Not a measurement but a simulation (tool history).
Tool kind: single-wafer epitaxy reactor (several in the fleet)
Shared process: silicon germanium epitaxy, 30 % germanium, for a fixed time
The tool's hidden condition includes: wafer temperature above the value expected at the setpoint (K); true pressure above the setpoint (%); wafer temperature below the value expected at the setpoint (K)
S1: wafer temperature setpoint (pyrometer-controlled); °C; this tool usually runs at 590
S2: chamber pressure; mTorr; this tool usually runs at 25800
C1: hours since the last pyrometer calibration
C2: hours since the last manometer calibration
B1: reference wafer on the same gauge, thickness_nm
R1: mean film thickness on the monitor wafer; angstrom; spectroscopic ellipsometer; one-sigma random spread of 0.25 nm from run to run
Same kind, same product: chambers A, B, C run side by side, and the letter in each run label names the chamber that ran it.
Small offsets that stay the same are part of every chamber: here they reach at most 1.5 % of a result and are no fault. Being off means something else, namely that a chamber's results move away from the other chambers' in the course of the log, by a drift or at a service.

run   hour   S1     S2      C1      C2      B1      R1
 1A    4.1  590  25800   144.5   954.1  51.164   548.8
 2B      7  590  25800   810.4  3252.5  51.219  538.61
 3C   11.1  590  25800  1649.1   562.1  51.285  552.25
 4B   15.1  590  25800   818.5  3260.6  51.205  542.14
 5C   17.6  590  25800  1655.6   568.6  51.213  548.63
 6A   21.8  590  25800   162.2   971.8  51.196  543.57
 7A   25.1  590  25800   165.5   975.1  51.199  546.59
 8B   30.1  590  25800   833.5  3275.6  51.258  535.53
 9C     33  590  25800    1671     584  51.184  551.75
10A   37.4  590  25800   177.8   987.4  51.182  545.02
11B   41.3  590  25800   844.7  3286.8   51.22  538.89
12C   43.9  590  25800  1681.9   594.9  51.167  552.69
13B   46.5  590  25800   849.9    3292  51.176  546.64
14A   49.2  590  25800   189.6   999.2  51.227  546.71
15C   53.4  590  25800  1691.4   604.4  51.178  553.94
16C   58.2  590  25800  1696.2   609.2  51.173  550.93
      61.7  -- chamber B: capacitance manometer re-zeroed and calibrated
17B   61.9  590  25800   865.3     0.3   51.15   540.8
18A     65  581  25800   205.4    1015  51.269  457.28
19B   70.1  581  25800   873.5     8.5  51.154  455.99
20A     75  581  25800   215.4    1025  51.213  458.56
21C   78.8  590  25800  1716.8   629.8  51.222  548.16
22C   82.4  590  25800  1720.4   633.4  51.179  551.97
23A   86.8  590  25800   227.2  1036.8  51.172  548.92
24B   92.1  590  25800   895.5    30.5  51.182  535.92
25B   96.3  590  25800   899.7    34.7  51.247  538.11
26A   99.5  590  25800   239.9  1049.5  51.144  550.59
27C  103.5  590  25800  1741.5   654.5  51.142  549.35
28C  106.7  590  25800  1744.7   657.7  51.228  550.72

Decide between three cases: one chamber stands off from its peers, the gauge reading all wafers drifts, or nothing is wrong past each chamber's small offset. Where a chamber is off, say which and what most likely put it there.

The fleet is healthy, with each chamber sitting at its usual small offset and no drift in the gauge.

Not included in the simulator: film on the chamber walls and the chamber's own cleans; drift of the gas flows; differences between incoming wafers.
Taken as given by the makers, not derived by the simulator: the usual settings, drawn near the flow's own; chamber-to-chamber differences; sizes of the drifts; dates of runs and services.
